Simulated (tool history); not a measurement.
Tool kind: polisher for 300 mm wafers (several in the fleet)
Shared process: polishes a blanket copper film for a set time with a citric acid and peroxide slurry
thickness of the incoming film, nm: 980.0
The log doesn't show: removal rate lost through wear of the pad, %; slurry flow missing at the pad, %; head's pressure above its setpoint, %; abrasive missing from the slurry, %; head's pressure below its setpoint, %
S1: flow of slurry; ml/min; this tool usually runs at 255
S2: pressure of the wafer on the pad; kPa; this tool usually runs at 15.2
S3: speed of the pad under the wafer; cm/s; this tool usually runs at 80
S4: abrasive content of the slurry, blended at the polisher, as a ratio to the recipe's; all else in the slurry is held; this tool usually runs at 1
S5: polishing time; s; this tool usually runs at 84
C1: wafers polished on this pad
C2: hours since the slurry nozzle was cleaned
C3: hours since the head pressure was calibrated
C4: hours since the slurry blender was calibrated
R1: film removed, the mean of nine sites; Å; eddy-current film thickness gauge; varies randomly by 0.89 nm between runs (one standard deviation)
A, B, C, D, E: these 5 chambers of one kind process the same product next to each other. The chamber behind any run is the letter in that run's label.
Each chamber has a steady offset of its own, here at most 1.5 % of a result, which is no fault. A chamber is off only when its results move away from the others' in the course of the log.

run	hour	S1	S2	S3	S4	S5	C1	C2	C3	C4	R1
1E	11.2	255	15.2	80	1	84	1018	246.9	593.9	150	1072.4
# hour 15.8: chamber E: worn pad replaced by a new one
2B	21.9	255	15.2	80	1	84	742	526	964.5	275.7	1086.9
3C	28.5	255	15.2	80	1	84	460	270.4	547.1	119.1	1088.7
# hour 32.1: chamber A: slurry blender recalibrated
# hour 32.7: chamber D: worn pad replaced by a new one
# hour 33.3: chamber C: slurry blender recalibrated
4A	37.7	255	15.2	80	1	84	578	196.8	539.6	5.6	1077.7
5D	45	255	15.2	80	1	84	88	439.8	465.9	254.8	1100.8
# hour 52.2: chamber B: slurry blender recalibrated
# hour 53.4: chamber B: head pressure recalibrated
6C	56.1	255	15.2	80	1	84	658	298	574.7	22.9	1085.5
# hour 59.8: chamber C: worn pad replaced by a new one
# hour 64.4: chamber B: worn pad replaced by a new one
7D	66.1	255	15.2	80	1	84	238	460.9	487	275.9	1092.7
8B	78.9	255	15.2	80	1	84	103	583	25.6	26.8	1080
# hour 85.6: chamber A: worn pad replaced by a new one
9E	90.1	325	11	80	1	84	531	325.8	672.8	228.9	814.72
10A	102.7	325	11	80	1	84	122	261.8	604.6	70.6	817.36
# hour 103.3: chamber E: head pressure recalibrated
11B	114.5	325	11	80	1	84	358	618.6	61.2	62.4	811.04
12A	120.6	325	11	80	1	84	250	279.7	622.5	88.5	820.75
13E	128.8	325	11	80	1	84	807	364.5	25.5	267.6	814.87
14D	136.4	255	15.2	80	1	84	740	531.2	557.3	346.2	1096.6
# hour 138.1: chamber C: worn pad replaced by a new one
15C	145.8	255	15.2	80	1	84	55	387.7	664.4	112.6	1098.1
16E	152.8	255	15.2	80	1	84	979	388.5	49.5	291.6	1082.4
# hour 158.7: chamber C: slurry blender recalibrated
17A	161.3	255	15.2	80	1	84	541	320.4	663.2	129.2	1075.9
18C	168.2	255	15.2	80	1	84	215	410.1	686.8	9.6	1079.6
# hour 174.7: chamber C: slurry nozzle cleaned
19D	180.5	255	15.2	80	1	84	1056	575.3	601.4	390.3	1077.4
# hour 187.6: chamber E: worn pad replaced by a new one
20B	187.9	255	15.2	80	1	84	882	692	134.6	135.8	1082
# hour 192: chamber D: slurry blender recalibrated
21E	196.8	255	15.2	80	1	84	66	432.5	93.5	335.6	1061.6
# hour 197.6: chamber B: worn pad replaced by a new one
# hour 199: chamber B: slurry nozzle cleaned
22B	203	255	15.2	80	1	84	38	4.1	149.7	150.9	1086.1
23D	210.5	255	15.2	80	1	84	1270	605.3	631.4	18.5	1106.9
# hour 214.7: chamber D: worn pad replaced by a new one
# hour 217.1: chamber C: worn pad replaced by a new one
# hour 219.7: chamber A: slurry blender recalibrated
24A	221.9	255	15.2	80	1	84	973	381	723.8	2.2	1069.1
25C	234.1	255	15.2	80	1	84	121	59.5	752.7	75.5	1088.9
# hour 243.4: chamber A: worn pad replaced by a new one
26E	244.8	255	15.2	80	1	84	409	480.5	141.5	383.6	1030.6
27C	250.8	255	15.2	80	1	84	241	76.2	769.4	92.2	1111
28D	259.1	255	15.2	80	1	84	317	653.9	680	67.1	1081.9
# hour 259.8: chamber A: slurry nozzle cleaned
29B	271.1	255	15.2	80	1	84	525	72.2	217.8	219	1084.5
30A	281.9	255	13.1	80	1	84	275	22.1	783.8	62.2	945.15
31D	288.1	255	13.1	80	1	84	524	682.9	709	96.1	950.21
# hour 289.2: chamber C: slurry blender recalibrated
32E	297.9	255	13.1	80	1	84	788	533.6	194.6	436.7	885.16
# hour 301.3: chamber A: head pressure recalibrated
# hour 305.9: chamber C: worn pad replaced by a new one
33C	306.8	255	13.1	80	1	84	6	132.2	825.4	17.7	957.37
34B	319.6	255	13.1	80	1	84	871	120.7	266.3	267.5	938.21
35A	325.3	255	15.2	80	1	100	585	65.5	24	105.6	1288.6
36B	337	255	15.2	80	1	100	996	138.1	283.7	284.9	1263.6
37A	342.8	255	15.2	80	1	100	710	83	41.5	123.1	1280.7

Decide between three cases: one chamber stands off from its peers, the gauge reading all wafers drifts, or nothing is wrong past each chamber's small offset. Where a chamber is off, say which and what most likely put it there.

Little by little, chamber E moves away from the other chambers.
Likeliest cause: abrasive missing from the slurry, % = 31.6.
It could be hard to tell apart here from: slurry flow missing at the pad, %; head's pressure below its setpoint, %.

Chamber E could run next with any of the 4 candidate recipes listed below; each alters the usual settings, and their results appear as question marks. Which one brings its results back in line with what the other chambers deliver on the usual settings?
To be in line, a result may differ from the other chambers' mean on the usual settings by at most: R1 31 Å
38E-1	352.1	255	15.2	80	1	81					?
38E-2	352.1	255	14.5	76	1	84					?
38E-3	352.1	255	15.2	80	1	87					?
38E-4	352.1	255	16.5	80	1	84					?

On the usual settings, the other chambers give on average: R1 1087.2 Å
run	R1
38E-1	958.33
38E-2	904.15
38E-3	1029.3
38E-4	1081
The answer is 38E-4, which returns the chamber to within the allowed miss of the others.

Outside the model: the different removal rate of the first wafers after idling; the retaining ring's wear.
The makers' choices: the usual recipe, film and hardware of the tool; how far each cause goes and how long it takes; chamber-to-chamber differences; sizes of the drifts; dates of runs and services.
